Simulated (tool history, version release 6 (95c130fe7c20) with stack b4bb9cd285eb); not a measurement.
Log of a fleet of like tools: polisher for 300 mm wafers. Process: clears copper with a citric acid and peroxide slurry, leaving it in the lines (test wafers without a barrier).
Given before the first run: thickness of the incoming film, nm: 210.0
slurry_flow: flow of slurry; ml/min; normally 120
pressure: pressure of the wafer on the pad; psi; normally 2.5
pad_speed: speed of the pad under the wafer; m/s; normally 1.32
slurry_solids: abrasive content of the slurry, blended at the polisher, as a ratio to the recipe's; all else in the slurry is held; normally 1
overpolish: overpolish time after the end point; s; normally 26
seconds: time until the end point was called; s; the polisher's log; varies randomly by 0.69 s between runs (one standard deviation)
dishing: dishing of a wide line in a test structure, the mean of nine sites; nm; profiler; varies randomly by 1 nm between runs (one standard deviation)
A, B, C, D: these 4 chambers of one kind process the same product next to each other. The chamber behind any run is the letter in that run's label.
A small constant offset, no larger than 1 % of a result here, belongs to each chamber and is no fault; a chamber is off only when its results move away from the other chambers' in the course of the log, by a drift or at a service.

run   hour  slurry_flow  pressure  pad_speed  slurry_solids  overpolish  wafers polished on this pad  hours since the slurry nozzle was cleaned  hours since the head pressure was calibrated  hours since the slurry blender was calibrated  seconds  dishing
 1D      4          120       2.5       1.32              1          26                          262                                       24.8                                         145.7                                           14.3   79.174    44.68
 2A    7.9          120       2.5       1.32              1          26                          528                                      215.4                                         269.8                                             39    78.02   46.409
 3B   11.2          120       2.5       1.32              1          26                          425                                      419.7                                         416.1                                             64   77.468   45.703
 4C     16          120       2.5       1.32              1          26                          192                                      491.5                                         214.3                                          138.4   78.757   46.243
 5B   19.8          120       2.5       1.32              1          26                          504                                      428.3                                         424.7                                           72.6   78.322   45.877
 6A   23.5          135       2.5       1.32              1          26                          670                                        231                                         285.4                                           54.6   77.912   49.287
 7C     26          135       2.5       1.32              1          26                          282                                      501.5                                         224.3                                          148.4    76.17   46.192
      26.9  -- chamber C: slurry blender recalibrated
 8D   30.1          135       2.5       1.32              1          26                          499                                       50.9                                         171.8                                           40.4   76.901   44.483
 9C   33.8          135       2.5       1.32              1          26                          353                                      509.3                                         232.1                                            6.9   76.393   46.552
10D   37.4          120       2.5       1.32              1          26                          566                                       58.2                                         179.1                                           47.7    78.43   45.845
11A   40.5          120       2.5       1.32              1          26                          824                                        248                                         302.4                                           71.6   78.582   44.789
      41.1  -- chamber D: worn pad replaced by a new one
12B   43.5          120       2.5       1.32              1          26                          719                                        452                                         448.4                                           96.3   78.506    45.72
13A   46.1          120       2.5       1.32              1          26                          875                                      253.6                                           308                                           77.2   77.486   46.871
14B   49.9          120       2.5       1.32              1          26                          777                                      458.4                                         454.8                                          102.7   79.228    45.81
15D   54.1          120       2.5       1.32              1          26                          118                                       74.9                                         195.8                                           64.4   78.482    45.74
16C   58.8          120       2.5       1.32              1          26                          581                                      534.3                                         257.1                                           31.9   79.782   47.294
17D   63.1          120       2.5       1.32              1          26                          200                                       83.9                                         204.8                                           73.4   78.872   47.035
        65  -- chamber A: worn pad replaced by a new one
18B   65.8          120       2.5       1.32              1          26                          922                                      474.3                                         470.7                                          118.6   80.193     45.7
      67.7  -- chamber A: slurry blender recalibrated
19C   70.5          120       2.5       1.32              1          26                          687                                        546                                         268.8                                           43.6   77.294   44.693
20A   75.4          120       2.5       1.32              1          26                           95                                      282.9                                         337.3                                            7.7   79.049   48.319
21B     79          120       2.5       1.32              1          26                         1042                                      487.5                                         483.9                                          131.8   77.256   46.126
22C     83          145       2.5       1.32              1          26                          800                                      558.5                                         281.3                                           56.1    74.98   48.163
23A   87.6          145       2.5       1.32              1          26                          205                                      295.1                                         349.5                                           19.9   75.841   48.817
24D     90          145       2.5       1.32              1          26                          444                                      110.8                                         231.7                                          100.3   75.898   46.935
25C   93.8          145       2.5       1.32              1          26                          899                                      569.3                                         292.1                                           66.9   77.146   48.087
      97.4  -- chamber B: worn pad replaced by a new one
26D   97.5          120       2.5       1.32              1          26                          512                                      118.3                                         239.2                                          107.8   79.683   48.814
      98.7  -- chamber C: worn pad replaced by a new one
27B  101.1          120       2.5       1.32            0.9          26                           33                                      509.6                                           506                                          153.9   79.111   44.755
     101.5  -- chamber D: worn pad replaced by a new one
28A  103.9          120       2.5       1.32            0.9          26                          354                                      311.4                                         365.8                                           36.2   81.885     47.4
29C  106.4          120       2.5       1.32            0.9          26                           70                                      581.9                                         304.7                                           79.5   80.456   45.981
30D  108.8          120       2.5       1.32            0.9          26                           66                                      129.6                                         250.5                                          119.1   80.529   46.594
31A  111.5          120       2.5       1.32              1          26                          423                                        319                                         373.4                                           43.8   79.527   45.861
32B    116          120       2.5       1.32           1.15          21                          169                                      524.5                                         520.9                                          168.8   76.002   41.021
     119.4  -- chamber D: slurry blender recalibrated
33D  120.7          120       2.5       1.32           1.15          21                          174                                      141.5                                         262.4                                            1.4   76.539   39.826
34A  124.6          120       2.5       1.32           1.15          21                          542                                      332.1                                         386.5                                           56.9    75.76   40.198
35B    128          120       2.5       1.32           1.15          21                          278                                      536.5                                         532.9                                          180.8   75.145   39.038
36C  130.8          120       2.5       1.32           1.15          26                          292                                      606.3                                         329.1                                          103.9   76.587   48.442
37D    133          120       2.5       1.32           1.15          26                          286                                      153.8                                         274.7                                           13.7   77.139   47.178
     136.4  -- chamber B: slurry blender recalibrated
38A  136.6          120       2.5       1.32           1.15          26                          651                                      344.1                                         398.5                                           68.9   75.739   49.363
39B  139.7          120       2.5       1.32           1.15          26                          384                                      548.2                                         544.6                                            3.4   76.368   47.125
40C  142.7          120       2.5       1.32              1          26                          400                                      618.2                                           341                                          115.8   79.939   45.116
41D  147.6          120       2.5       1.32            0.8          26                          418                                      168.4                                         289.3                                           28.3   84.594   43.285
     147.7  -- chamber C: slurry blender recalibrated
42C  150.2          120       2.5       1.32            0.8          26                          468                                      625.7                                         348.5                                            2.6   82.691   43.806
43A  153.1          120       2.5       1.32            0.8          26                          801                                      360.6                                           415                                           85.4    84.76   46.456

Which is it: a chamber that has drifted or been left off by a service, a gauge drift common to all chambers, or only each chamber's usual small offset? If a chamber is off, name it and its likeliest cause.

Neither any chamber nor the gauge drifts; the chambers differ only by their own small, steady offsets.
